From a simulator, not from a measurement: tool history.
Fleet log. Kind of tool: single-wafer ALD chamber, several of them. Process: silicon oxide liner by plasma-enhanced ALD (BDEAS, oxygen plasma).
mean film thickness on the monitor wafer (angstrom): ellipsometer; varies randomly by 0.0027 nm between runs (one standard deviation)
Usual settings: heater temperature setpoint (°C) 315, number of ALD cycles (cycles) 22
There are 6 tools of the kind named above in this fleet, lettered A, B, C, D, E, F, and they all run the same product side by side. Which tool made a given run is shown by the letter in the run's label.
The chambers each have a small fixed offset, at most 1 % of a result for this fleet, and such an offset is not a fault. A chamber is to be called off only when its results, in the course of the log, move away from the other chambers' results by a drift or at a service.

run   hour  heater temperature setpoint (°C)  number of ALD cycles (cycles)  hours since the last thermocouple change  read-back reference wafer on the same gauge, thickness_nm  mean film thickness on the monitor wafer (angstrom)
 1C    6.9                               315                             22                                    1672.3                                                     2.2199                                               20.163
 2F   14.7                               315                             22                                     747.8                                                     2.2194                                               20.136
 3B   21.1                               315                             22                                     653.4                                                     2.2186                                               20.100
 4A   29.1                               315                             22                                     909.8                                                     2.2183                                               20.023
 5E   37.2                               315                             22                                    1546.7                                                     2.2193                                               20.117
 6D   47.7                               315                             22                                      60.9                                                     2.2186                                               20.002
 7A   53.4                               315                             22                                     934.1                                                     2.2181                                               19.960
 8D   59.5                               305                             24                                      72.7                                                     2.2187                                               22.152
 9E   65.8                               305                             24                                    1575.3                                                     2.2177                                               22.152
10F   72.5                               305                             24                                     805.6                                                     2.2176                                               22.237
11C   82.6                               305                             24                                    1748.0                                                     2.2177                                               22.313
12B   93.7                               305                             24                                     726.0                                                     2.2170                                               22.264
13D  103.1                               305                             24                                     116.3                                                     2.2160                                               22.144
14B  113.6                               315                             22                                     745.9                                                     2.2158                                               20.050
15E  120.5                               315                             22                                    1630.0                                                     2.2152                                               20.084
16A  125.8                               315                             22                                    1006.5                                                     2.2149                                               20.018
17C  134.7                               315                             22                                    1800.1                                                     2.2149                                               20.117
18F  144.1                               315                             22                                     877.2                                                     2.2150                                               20.111
19A  152.7                               315                             22                                    1033.4                                                     2.2155                                               19.995
20C  159.7                               315                             22                                    1825.1                                                     2.2148                                               20.122
21E  168.8                               315                             22                                    1678.3                                                     2.2142                                               19.977
22B  173.9                               315                             22                                     806.2                                                     2.2142                                               20.052
23D  180.8                               315                             22                                     194.0                                                     2.2143                                               20.014
24F  190.6                               315                             22                                     923.7                                                     2.2133                                               20.090
25B  197.5                               315                             22                                     829.8                                                     2.2136                                               19.990
26E  206.4                               315                             22                                    1715.9                                                     2.2129                                               19.999
27A  217.0                               315                             22                                    1097.7                                                     2.2120                                               19.940
28D  227.8                               315                             22                                     241.0                                                     2.2121                                               19.977
29F  232.8                               315                             22                                     965.9                                                     2.2127                                               20.073
30C  239.3                               315                             22                                    1904.7                                                     2.2119                                               20.041
31A  250.4                               315                             22                                    1131.1                                                     2.2106                                               19.953
32F  257.3                               315                             22                                     990.4                                                     2.2105                                               20.063
33B  267.4                               315                             22                                     899.7                                                     2.2101                                               19.994
34C  278.1                               315                             22                                    1943.5                                                     2.2105                                               20.062
35E  288.8                               315                             22                                    1798.3                                                     2.2104                                               19.955
36D  299.5                               315                             22                                     312.7                                                     2.2097                                               20.006
37D  307.2                               315                             22                                     320.4                                                     2.2098                                               19.937
38E  318.1                               315                             22                                    1827.6                                                     2.2090                                               19.956
39F  327.2                               315                             22                                    1060.3                                                     2.2090                                               20.056
40B  334.6                               315                             22                                     966.9                                                     2.2085                                               19.994
41A  339.5                               315                             22                                    1220.2                                                     2.2089                                               19.918
42C  347.8                               320                             19                                    2013.2                                                     2.2076                                               17.183
43E  353.0                               320                             19                                    1862.5                                                     2.2075                                               17.111

Each of the 6 chambers runs these same settings next. Fill in every chamber's results:
44A  360.9                               315                             22                                                                                                                                                         ?
44B  360.9                               315                             22                                                                                                                                                         ?
44C  360.9                               315                             22                                                                                                                                                         ?
44D  360.9                               315                             22                                                                                                                                                         ?
44E  360.9                               315                             22                                                                                                                                                         ?
44F  360.9                               315                             22                                                                                                                                                         ?

run  mean film thickness on the monitor wafer (angstrom)
44A                                               19.919
44B                                               19.978
44C                                               19.988
44D                                               19.949
44E                                               19.957
44F                                               20.046
